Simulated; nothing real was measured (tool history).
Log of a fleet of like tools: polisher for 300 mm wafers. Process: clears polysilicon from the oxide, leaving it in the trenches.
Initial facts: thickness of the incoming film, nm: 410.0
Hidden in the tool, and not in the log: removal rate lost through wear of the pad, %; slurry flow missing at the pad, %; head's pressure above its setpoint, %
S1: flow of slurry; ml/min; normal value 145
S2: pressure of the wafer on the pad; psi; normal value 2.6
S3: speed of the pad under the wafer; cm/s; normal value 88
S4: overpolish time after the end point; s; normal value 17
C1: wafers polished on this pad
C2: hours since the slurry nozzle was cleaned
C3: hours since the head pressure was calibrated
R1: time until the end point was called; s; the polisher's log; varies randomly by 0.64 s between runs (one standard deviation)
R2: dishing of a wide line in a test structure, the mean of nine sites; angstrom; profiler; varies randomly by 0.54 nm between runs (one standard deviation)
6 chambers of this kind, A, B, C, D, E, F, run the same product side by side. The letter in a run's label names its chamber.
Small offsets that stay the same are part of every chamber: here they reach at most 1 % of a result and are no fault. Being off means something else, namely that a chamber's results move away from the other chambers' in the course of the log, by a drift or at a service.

run,hour,S1,S2,S3,S4,C1,C2,C3,R1,R2
1B,4.2,145,2.6,88,17,512,169.8,272.7,33.525,368.19
2F,8.0,145,2.6,88,17,777,164.1,979.1,34.083,367.61
3A,12.4,145,2.6,88,17,404,466.1,181.4,32.817,369.44
4E,17.5,145,2.6,88,17,739,328.5,153.1,34.974,375.97
# hour 20.9: chamber C: worn pad replaced by a new one
5C,20.9,145,2.1,102,17,0,208.0,448.7,35.585,359.07
6D,24.1,145,2.1,102,17,634,237.3,154.4,35.690,366.71
7D,29.7,145,2.1,102,17,721,242.9,160.0,35.531,368.00
8B,35.0,145,2.1,102,17,990,200.6,303.5,35.467,356.56
9A,41.6,145,2.1,102,17,857,495.3,210.6,36.257,374.02
# hour 43.0: chamber A: worn pad replaced by a new one
# hour 43.3: chamber F: worn pad replaced by a new one
10F,46.7,145,2.1,102,17,53,202.8,1017.8,34.744,375.53
11C,52.5,145,2.6,88,17,491,239.6,480.3,34.187,369.37
# hour 52.8: chamber B: worn pad replaced by a new one
12E,59.4,145,2.6,88,17,1389,370.4,195.0,33.709,374.84
13E,62.8,145,2.6,88,17,1442,373.8,198.4,33.782,371.78
# hour 66.9: chamber E: worn pad replaced by a new one
14D,67.3,145,2.6,88,17,1305,280.5,197.6,33.794,368.66
15B,71.9,145,2.6,88,17,296,237.5,340.4,33.466,371.90
16C,77.7,145,2.6,88,17,882,264.8,505.5,33.512,378.31
# hour 79.3: chamber C: worn pad replaced by a new one
17F,83.1,145,2.6,88,17,618,239.2,1054.2,33.995,373.41
18A,87.5,145,2.6,88,17,691,541.2,256.5,34.234,371.79
19F,92.3,120,2.6,68,17,761,248.4,1063.4,45.822,365.81
20C,97.3,120,2.6,68,17,280,284.4,525.1,45.215,363.21
21E,101.9,120,2.6,68,17,543,412.9,237.5,46.651,367.19
22D,106.0,120,2.6,68,17,1906,319.2,236.3,45.501,365.12
# hour 110.2: chamber A: worn pad replaced by a new one
23B,111.7,120,2.6,68,17,914,277.3,380.2,45.704,360.08
24A,115.9,120,2.6,68,17,88,569.6,284.9,45.433,363.26
25E,119.3,145,2.6,88,25,813,430.3,254.9,33.927,377.50
# hour 120.0: chamber C: head pressure recalibrated
# hour 124.2: chamber B: worn pad replaced by a new one
26B,125.2,145,2.6,88,25,15,290.8,393.7,33.896,372.13
27F,129.9,145,2.6,88,25,1344,286.0,1101.0,35.217,372.57
# hour 134.5: chamber F: worn pad replaced by a new one
28D,135.0,145,2.6,88,25,2356,348.2,265.3,36.017,361.25
29C,138.3,145,2.6,88,25,917,325.4,18.4,32.672,386.80
# hour 139.1: chamber C: slurry nozzle cleaned
30A,142.1,145,2.6,88,25,495,595.8,311.1,34.196,371.53
31B,146.6,145,2.6,88,17,347,312.2,415.1,33.991,368.33
# hour 150.5: chamber C: worn pad replaced by a new one
32F,152.0,145,2.6,112,17,272,308.1,1123.1,27.055,370.13
# hour 154.6: chamber B: head pressure recalibrated
33C,157.0,145,2.6,112,17,101,18.0,37.1,27.002,370.77
34E,162.8,145,2.6,112,17,1489,473.8,298.4,26.957,368.23
35D,167.9,145,2.6,112,17,2866,381.1,298.2,27.601,365.13
# hour 171.1: chamber E: worn pad replaced by a new one
36A,174.0,145,2.6,112,17,990,627.7,343.0,26.612,366.95
# hour 176.2: chamber A: slurry nozzle cleaned
# hour 177.3: chamber A: worn pad replaced by a new one
37F,180.0,145,2.6,112,17,706,336.1,1151.1,26.917,359.62
38B,184.0,145,2.6,88,17,928,349.6,29.5,34.909,372.97
39E,189.6,145,2.6,88,17,287,500.6,325.2,34.348,375.40
40A,193.4,145,2.6,88,17,250,17.3,362.4,33.630,377.19
41C,200.5,145,2.6,88,7,776,61.5,80.6,34.076,338.63
42D,205.0,145,2.6,88,7,3442,418.2,335.3,36.267,320.69
43C,208.4,145,2.6,88,7,899,69.4,88.5,34.096,337.87
44E,213.6,145,2.6,88,7,660,524.6,349.2,34.425,336.46

Predict what each chamber gives when all 6 of them run the settings below next.
45A,218.7,145,2.6,88,17,,,,?,?
45B,218.7,145,2.6,88,17,,,,?,?
45C,218.7,145,2.6,88,17,,,,?,?
45D,218.7,145,2.6,88,17,,,,?,?
45E,218.7,145,2.6,88,17,,,,?,?
45F,218.7,145,2.6,88,17,,,,?,?

run,R1,R2
45A,34.209,372.70
45B,33.455,363.00
45C,33.498,371.70
45D,38.575,363.74
45E,34.626,372.44
45F,34.207,372.54
